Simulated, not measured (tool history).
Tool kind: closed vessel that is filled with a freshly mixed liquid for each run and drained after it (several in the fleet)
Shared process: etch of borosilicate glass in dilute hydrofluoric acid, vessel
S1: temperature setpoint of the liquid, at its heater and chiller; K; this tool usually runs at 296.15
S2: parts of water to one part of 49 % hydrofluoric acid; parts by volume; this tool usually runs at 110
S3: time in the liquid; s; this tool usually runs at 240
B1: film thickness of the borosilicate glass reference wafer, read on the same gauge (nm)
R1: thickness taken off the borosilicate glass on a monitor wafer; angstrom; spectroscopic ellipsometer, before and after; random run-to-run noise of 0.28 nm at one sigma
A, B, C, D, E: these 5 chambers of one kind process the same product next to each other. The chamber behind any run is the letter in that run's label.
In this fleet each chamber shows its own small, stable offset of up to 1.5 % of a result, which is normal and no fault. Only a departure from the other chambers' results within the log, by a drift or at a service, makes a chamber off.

run,hour,S1,S2,S3,B1,R1
1D,7.3,296.15,110,240,60.024,493.34
2C,12.2,296.15,110,240,60.006,496.08
3B,18.3,296.15,110,240,59.953,494.46
4A,24.4,296.15,110,240,59.988,503.17
5E,29.9,296.15,110,240,60.004,492.69
6B,34.5,296.15,110,240,60.003,493.51
7D,41.4,296.15,110,240,59.977,487.98
8E,45.7,296.15,110,240,60.002,496.42
9C,53.0,296.15,110,240,60.001,495.42
10A,60.8,296.15,110,240,60.024,499.20
11B,64.6,296.15,110,240,60.029,495.91
12A,70.9,296.15,110,240,60.047,506.24
13D,77.6,296.15,110,240,60.006,496.58
14E,81.2,296.15,110,240,60.005,495.15
15C,86.0,296.15,110,240,60.029,497.26
16A,92.6,296.15,110,240,59.964,497.31
17B,97.9,296.15,110,240,60.043,496.50
18C,105.7,296.15,110,240,59.999,502.74
19E,112.6,296.15,110,240,59.943,499.47
20D,117.9,296.15,110,240,60.022,495.79
21E,123.0,296.15,110,240,60.013,491.30
# hour 126.7: chamber B: thermometer replaced
22D,128.0,296.15,110,240,59.993,492.33
23A,134.0,296.15,110,240,59.980,498.39
24B,137.6,296.15,110,240,60.056,494.37
25C,142.9,292.65,110,240,60.011,439.18
26A,146.7,292.65,110,240,60.013,434.08
27E,152.9,292.65,110,240,60.026,427.07
28B,159.6,292.65,110,240,59.992,429.41
29C,165.3,292.65,110,240,60.004,443.73
30D,170.7,296.15,110,240,59.956,494.01
# hour 172.0: chamber C: hydrofluoric acid flow meter replaced
31D,176.5,296.15,110,240,60.036,491.02
32A,182.5,296.15,110,240,60.005,505.81
33E,189.2,296.15,110,240,60.015,497.88
34C,193.6,296.15,110,240,60.006,514.71
35B,199.6,296.15,110,240,59.991,495.62
36E,203.1,296.15,110,240,59.987,493.43
37A,207.0,296.15,110,240,59.967,504.48
38D,212.7,296.15,110,240,59.963,495.75
39C,217.9,296.15,110,240,59.980,517.96
40B,225.1,296.15,110,240,59.953,497.89

Is one chamber off against the others, does the gauge drift, or is nothing wrong? If a chamber is off, say which, and what the likeliest cause is.

One chamber, C, drifts off from the rest bit by bit.
Most likely cause: liquid hotter than its thermometer reads (K) = 1.38.

Here are 4 candidates for chamber C's next run, each the usual settings with a change, their results left as question marks. Which one brings its results back in line with what the others give on the usual settings?
Counts as in line when no further than this from what the other chambers average on the usual settings: R1 9.80 angstrom
41C-1,230.7,296.15,110,235,,?
41C-2,230.7,296.15,105,240,,?
41C-3,230.7,296.15,110,245,,?
41C-4,230.7,296.15,115,240,,?

Usual-settings mean across the other chambers: R1 496.29 angstrom
run,R1
41C-1,511.96
41C-2,551.29
41C-3,533.74
41C-4,496.94
It is 41C-4 that realigns the chamber with its peers.

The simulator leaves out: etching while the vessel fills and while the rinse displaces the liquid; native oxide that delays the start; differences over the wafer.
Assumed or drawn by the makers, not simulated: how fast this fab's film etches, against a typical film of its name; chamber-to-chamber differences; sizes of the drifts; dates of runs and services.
